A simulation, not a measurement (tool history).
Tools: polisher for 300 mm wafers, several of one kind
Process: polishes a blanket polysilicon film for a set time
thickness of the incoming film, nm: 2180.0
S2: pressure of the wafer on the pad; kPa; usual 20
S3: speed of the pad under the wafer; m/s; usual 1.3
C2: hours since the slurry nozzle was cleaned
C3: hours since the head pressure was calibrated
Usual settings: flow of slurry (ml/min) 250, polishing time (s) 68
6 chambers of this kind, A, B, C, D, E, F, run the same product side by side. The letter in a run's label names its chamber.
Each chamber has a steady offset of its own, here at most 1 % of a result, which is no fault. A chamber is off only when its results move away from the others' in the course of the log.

At hour 6.4: chamber C: head pressure recalibrated.
Run 1D, hour 9.7: usual settings; wafers polished on this pad 298; C2 35.6; C3 165.6. Result: film removed (nm) 633.82.
Run 2A, hour 20.3: usual settings; wafers polished on this pad 1503; C2 77.2; C3 841.8. Result: film removed (nm) 623.73.
Run 3B, hour 31.3: usual settings; wafers polished on this pad 594; C2 602.1; C3 397.2. Result: film removed (nm) 623.33.
At hour 34.2: chamber A: worn pad replaced by a new one.
Run 4C, hour 47.6: usual settings; wafers polished on this pad 869; C2 217.5; C3 41.2. Result: film removed (nm) 634.49.
At hour 47.8: chamber F: worn pad replaced by a new one.
At hour 57.9: chamber E: worn pad replaced by a new one.
Run 5E, hour 63.3: usual settings but S2 15.9 kPa; wafers polished on this pad 50; C2 510.7; C3 864.8. Result: film removed (nm) 499.99.
At hour 71.3: chamber D: worn pad replaced by a new one.
Run 6F, hour 74.1: usual settings but S2 15.9 kPa; wafers polished on this pad 244; C2 238.5; C3 444.8. Result: film removed (nm) 494.57.
Run 7E, hour 85.4: usual settings but S2 15.9 kPa; wafers polished on this pad 255; C2 532.8; C3 886.9. Result: film removed (nm) 500.04.
Run 8C, hour 92.9: usual settings but S2 15.9 kPa; wafers polished on this pad 1290; C2 262.8; C3 86.5. Result: film removed (nm) 490.13.
At hour 94.7: chamber C: worn pad replaced by a new one.
Run 9B, hour 101.8: usual settings but S2 15.9 kPa; wafers polished on this pad 1249; C2 672.6; C3 467.7. Result: film removed (nm) 503.85.
Run 10F, hour 108.9: usual settings but S2 15.9 kPa; wafers polished on this pad 567; C2 273.3; C3 479.6. Result: film removed (nm) 499.15.
At hour 117.2: chamber B: worn pad replaced by a new one.
Run 11A, hour 123.6: usual settings; wafers polished on this pad 830; C2 180.5; C3 945.1. Result: film removed (nm) 634.01.
At hour 123.7: chamber B: slurry nozzle cleaned.
Run 12D, hour 137.4: usual settings; wafers polished on this pad 614; C2 163.3; C3 293.3. Result: film removed (nm) 634.29.
At hour 137.5: chamber F: head pressure recalibrated.
Run 13B, hour 147.9: usual settings; wafers polished on this pad 285; C2 24.3; C3 513.8. Result: film removed (nm) 624.34.
At hour 149.1: chamber D: worn pad replaced by a new one.
At hour 150.6: chamber E: worn pad replaced by a new one.
Run 14C, hour 161.9: usual settings; wafers polished on this pad 624; C2 331.8; C3 155.5. Result: film removed (nm) 634.13.
Run 15F, hour 174: usual settings; wafers polished on this pad 1172; C2 338.4; C3 36.6. Result: film removed (nm) 631.73.
At hour 177.7: chamber F: worn pad replaced by a new one.
Run 16D, hour 188: usual settings but S2 22.8 kPa, S3 1.06 m/s; wafers polished on this pad 361; C2 213.9; C3 343.9. Result: film removed (nm) 591.25.
At hour 192.1: chamber E: slurry nozzle cleaned.
At hour 194.3: chamber A: worn pad replaced by a new one.
Run 17E, hour 195.7: usual settings but S2 22.8 kPa, S3 1.06 m/s; wafers polished on this pad 419; C2 3.7; C3 997.2. Result: film removed (nm) 577.15.
Run 18A, hour 202.8: usual settings but S2 22.8 kPa, S3 1.06 m/s; wafers polished on this pad 79; C2 259.7; C3 1024.3. Result: film removed (nm) 587.85.
Run 19F, hour 212.2: usual settings but S2 22.8 kPa, S3 1.06 m/s; wafers polished on this pad 320; C2 376.6; C3 74.8. Result: film removed (nm) 585.12.
At hour 213: chamber A: slurry nozzle cleaned.
Run 20E, hour 222.7: usual settings but S2 22.8 kPa, S3 1.06 m/s; wafers polished on this pad 670; C2 30.7; C3 1024.2. Result: film removed (nm) 579.2.
At hour 224.1: chamber F: slurry nozzle cleaned.
Run 21A, hour 237.9: usual settings but S2 22.8 kPa, S3 1.06 m/s; wafers polished on this pad 405; C2 25; C3 1059.4. Result: film removed (nm) 577.3.
At hour 238.9: chamber C: worn pad replaced by a new one.
At hour 245.7: chamber D: worn pad replaced by a new one.
At hour 248.1: chamber E: worn pad replaced by a new one.
Run 22C, hour 252.6: usual settings; wafers polished on this pad 128; C2 422.5; C3 246.2. Result: film removed (nm) 628.1.
Run 23B, hour 263.5: usual settings; wafers polished on this pad 1359; C2 139.9; C3 629.4. Result: film removed (nm) 620.88.
At hour 265.1: chamber B: worn pad replaced by a new one.
Run 24D, hour 275.7: usual settings but S3 1.56 m/s; wafers polished on this pad 279; C2 301.6; C3 431.6. Result: film removed (nm) 762.39.
Run 25B, hour 292.1: usual settings but S3 1.56 m/s; wafers polished on this pad 250; C2 168.5; C3 658. Result: film removed (nm) 741.65.
At hour 295: chamber F: worn pad replaced by a new one.
Run 26F, hour 301.6: usual settings but S3 1.56 m/s; wafers polished on this pad 61; C2 77.5; C3 164.2. Result: film removed (nm) 759.76.
Run 27D, hour 310.6: usual settings but S3 1.56 m/s; wafers polished on this pad 603; C2 336.5; C3 466.5. Result: film removed (nm) 753.95.
Run 28C, hour 319.3: usual settings but S3 1.56 m/s; wafers polished on this pad 747; C2 489.2; C3 312.9. Result: film removed (nm) 762.7.
At hour 327.2: chamber D: worn pad replaced by a new one.
Run 29A, hour 328.7: usual settings but S3 1.56 m/s; wafers polished on this pad 1248; C2 115.8; C3 1150.2. Result: film removed (nm) 742.22.
At hour 330.6: chamber A: worn pad replaced by a new one.
Run 30E, hour 337.2: usual settings; wafers polished on this pad 828; C2 145.2; C3 1138.7. Result: film removed (nm) 630.78.
At hour 348: chamber E: worn pad replaced by a new one.
Run 31F, hour 350.5: usual settings; wafers polished on this pad 516; C2 126.4; C3 213.1. Result: film removed (nm) 629.99.
Run 32B, hour 360.2: usual settings but flow of slurry (ml/min) 210; wafers polished on this pad 883; C2 236.6; C3 726.1. Result: film removed (nm) 614.59.
At hour 361: chamber C: worn pad replaced by a new one.
Run 33A, hour 374.6: usual settings but flow of slurry (ml/min) 210; wafers polished on this pad 409; C2 161.7; C3 1196.1. Result: film removed (nm) 619.25.
Run 34E, hour 390.5: usual settings but flow of slurry (ml/min) 210; wafers polished on this pad 395; C2 198.5; C3 1192. Result: film removed (nm) 611.14.
Run 35C, hour 397.9: usual settings but flow of slurry (ml/min) 210; wafers polished on this pad 343; C2 567.8; C3 391.5. Result: film removed (nm) 614.31.
At hour 402.1: chamber D: worn pad replaced by a new one.
Run 36D, hour 414.1: usual settings but flow of slurry (ml/min) 210; wafers polished on this pad 112; C2 440; C3 570. Result: film removed (nm) 614.7.
Run 37F, hour 426.6: usual settings but flow of slurry (ml/min) 210; wafers polished on this pad 1222; C2 202.5; C3 289.2. Result: film removed (nm) 620.93.

Next, every chamber runs the same settings. What will each give?
Run 38A, hour 438.4: usual settings. Result: film removed (nm) ?.
Run 38B, hour 438.4: usual settings. Result: film removed (nm) ?.
Run 38C, hour 438.4: usual settings. Result: film removed (nm) ?.
Run 38D, hour 438.4: usual settings. Result: film removed (nm) ?.
Run 38E, hour 438.4: usual settings. Result: film removed (nm) ?.
Run 38F, hour 438.4: usual settings. Result: film removed (nm) ?.

run  film removed (nm)
38A             629.58
38B             621.27
38C             623.96
38D             636.16
38E             622.66
38F             622.26
